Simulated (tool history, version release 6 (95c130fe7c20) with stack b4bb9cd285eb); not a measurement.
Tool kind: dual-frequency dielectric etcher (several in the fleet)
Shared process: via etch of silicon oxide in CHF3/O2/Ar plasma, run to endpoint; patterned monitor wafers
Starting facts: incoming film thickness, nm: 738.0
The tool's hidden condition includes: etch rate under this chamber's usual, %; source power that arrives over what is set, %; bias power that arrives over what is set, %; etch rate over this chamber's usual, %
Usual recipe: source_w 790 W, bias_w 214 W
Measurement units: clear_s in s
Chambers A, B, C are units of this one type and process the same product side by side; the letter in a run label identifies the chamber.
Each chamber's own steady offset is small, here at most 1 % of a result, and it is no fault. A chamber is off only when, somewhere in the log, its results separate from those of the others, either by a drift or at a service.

run	hour	source_w	bias_w	hours since the last wet clean	hours since the last source power generator calibration	hours since the last bias power generator calibration	clear_s
1C	4.1	790	214	508.9	1856	1225	315.36
2B	10.3	790	214	167.7	1285.2	1602	317.08
3A	17.9	790	214	309.4	906.5	838.9	316.5
4B	22	790	214	179.4	1296.9	1613.7	315.41
5A	26.1	790	214	317.6	914.7	847.1	316.99
# hour 28.7: chamber C: wet clean of the chamber
6C	31.1	790	214	2.5	1883	1252	317.05
7B	38.7	790	214	196.1	1313.6	1630.4	315.16
8A	45	790	214	336.5	933.6	866	318.71
9C	52.4	890	214	23.8	1904.3	1273.3	304.03
10B	59.3	890	214	216.7	1334.2	1651	301.58
11A	66.9	890	214	358.4	955.5	887.9	306
12C	72.2	990	183	43.6	1924.1	1293.1	309.09
13A	76.7	990	183	368.2	965.3	897.7	311.68
14B	83.7	990	183	241.1	1358.6	1675.4	303.83
15C	90	680	174	61.4	1941.9	1310.9	360.14
16B	97.8	680	174	255.2	1372.7	1689.5	360.43
17C	104.5	680	174	75.9	1956.4	1325.4	359.33
18A	110.4	790	214	401.9	999	931.4	328.09
19A	116.5	790	214	408	1005.1	937.5	328.64
20C	122.1	790	214	93.5	1974	1343	318.63
21B	129.3	790	214	286.7	1404.2	1721	313.38

Read the log: is a single chamber off, either drifting away or since a service, is the gauge that measures every chamber drifting, or is nothing wrong beyond small per-chamber offsets? Name any odd chamber and what most likely caused it.

It is chamber A that slowly wanders off from its peers.
Cause: etch rate under this chamber's usual, % = 3.92.

Below are 4 candidate recipes for chamber A's next run, each the usual settings with a change, their results shown as question marks. Which of them brings A's results back in line with what the other chambers give on the usual settings?
To be in line, a result may differ from the other chambers' mean on the usual settings by at most: clear_s 5.1 s
22A-1	134.9	790	185				?
22A-2	134.9	790	162				?
22A-3	134.9	790	278				?
22A-4	134.9	840	227				?

What the other chambers average on the usual settings: clear_s 315.85 s
run	clear_s
22A-1	347.87
22A-2	363.02
22A-3	302.91
22A-4	317.48
The right change is 22A-4: it brings the chamber back within the allowed miss of the others.
